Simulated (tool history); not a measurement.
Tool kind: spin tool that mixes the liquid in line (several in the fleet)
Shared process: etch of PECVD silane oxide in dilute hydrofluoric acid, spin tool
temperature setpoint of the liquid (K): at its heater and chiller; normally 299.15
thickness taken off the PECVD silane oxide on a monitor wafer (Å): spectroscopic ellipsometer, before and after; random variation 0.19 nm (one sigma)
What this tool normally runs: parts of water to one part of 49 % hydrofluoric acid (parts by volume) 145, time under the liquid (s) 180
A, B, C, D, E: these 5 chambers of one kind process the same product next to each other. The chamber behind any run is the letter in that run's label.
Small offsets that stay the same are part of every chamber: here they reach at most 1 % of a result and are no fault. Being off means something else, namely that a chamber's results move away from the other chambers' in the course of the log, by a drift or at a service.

run,hour,temperature setpoint of the liquid (K),parts of water to one part of 49 % hydrofluoric acid (parts by volume),time under the liquid (s),hours since the thermometer was replaced,hours since the hydrofluoric acid flow meter was replaced,"read-back film thickness of the PECVD silane oxide reference wafer, read on the same gauge (nm)",thickness taken off the PECVD silane oxide on a monitor wafer (Å)
1D,3.2,299.15,145,180,116.4,278.4,60.001,212.79
2C,5.5,299.15,145,180,418.9,725.1,60.02,212.42
3A,8.7,299.15,145,180,1285.8,1650.3,60.009,211.97
4E,12.1,299.15,145,180,1969.1,502.9,60.002,209.76
5B,16.6,299.15,145,180,1033.4,1059.6,59.983,210.26
6A,19.4,299.15,145,180,1296.5,1661,59.981,212.05
7E,23.3,299.15,145,180,1980.3,514.1,59.988,213.4
8D,25.7,299.15,145,180,138.9,300.9,60.001,214.19
9B,28.5,299.15,145,180,1045.3,1071.5,60.036,211.57
10C,31.4,299.15,145,180,444.8,751,60.013,206.19
11A,35.9,299.15,145,180,1313,1677.5,59.992,211.44
12D,38.7,299.15,145,180,151.9,313.9,60.01,211.06
13B,41.9,299.15,110,180,1058.7,1084.9,60.006,294.77
14C,45.9,299.15,110,180,459.3,765.5,60.011,286.15
15E,49.8,299.15,110,180,2006.8,540.6,60.003,288.13
16B,52.5,299.15,110,180,1069.3,1095.5,59.99,289.29
17E,55.2,299.15,110,180,2012.2,546,59.992,289.65
18C,60.1,299.15,145,180,473.5,779.7,60.024,207.08
19D,63.9,299.15,145,180,177.1,339.1,60.024,211.94
20A,66.9,302.15,145,80,1344,1708.5,59.987,103.72
21B,71.2,302.15,145,80,1088,1114.2,59.996,105.43
22A,76.3,302.15,145,80,1353.4,1717.9,59.998,102.23
23E,80.5,302.15,145,80,2037.5,571.3,60.022,103.38
24D,84.4,302.15,145,80,197.6,359.6,60,104.84
25C,88.4,299.15,145,180,501.8,808,59.997,202.38
26C,93.4,301.15,145,180,506.8,813,59.981,216.26
27E,98,301.15,145,180,2055,588.8,60.004,227.77
28B,101.8,301.15,145,180,1118.6,1144.8,59.999,223.4
29A,106.5,301.15,145,180,1383.6,1748.1,59.997,223.91
30D,111.7,301.15,145,180,224.9,386.9,60.001,226.34
31C,115.8,299.15,145,180,529.2,835.4,59.995,198.74
32B,118.3,299.15,145,180,1135.1,1161.3,59.997,208.32
33E,123.4,299.15,145,180,2080.4,614.2,60.017,210.4
34A,128.5,299.15,145,180,1405.6,1770.1,60.027,210.83
35D,130.9,299.15,145,180,244.1,406.1,59.985,215.62
36C,135.7,299.15,145,180,549.1,855.3,59.984,195.89

What goes on in this fleet: one chamber off, a drifting gauge, or nothing beyond the chambers' own small offsets? Name the chamber and the cause, if any.

One chamber, C, drifts off from the rest bit by bit.
Likeliest cause: hydrofluoric acid flow below the setpoint (%) = 6.1.
The log may not tell that from: liquid colder than its thermometer reads (K).

Which of the 4 candidates below, each the usual settings with something changed and its results left as question marks, puts chamber C back in line with what the other chambers give on the usual settings?
To be in line, a result may differ from the other chambers' mean on the usual settings by at most: thickness taken off the PECVD silane oxide on a monitor wafer (Å) 6.7
37C-1,139.4,299.15,155,180,,,,?
37C-2,139.4,299.15,145,155,,,,?
37C-3,139.4,299.15,135,195,,,,?
37C-4,139.4,299.15,140,185,,,,?

Average result of the remaining chambers running the usual settings: thickness taken off the PECVD silane oxide on a monitor wafer (Å) 210.6
run,thickness taken off the PECVD silane oxide on a monitor wafer (Å)
37C-1,180.87
37C-2,168.4
37C-3,230.17
37C-4,209.38
It is 37C-4 that realigns the chamber with its peers.
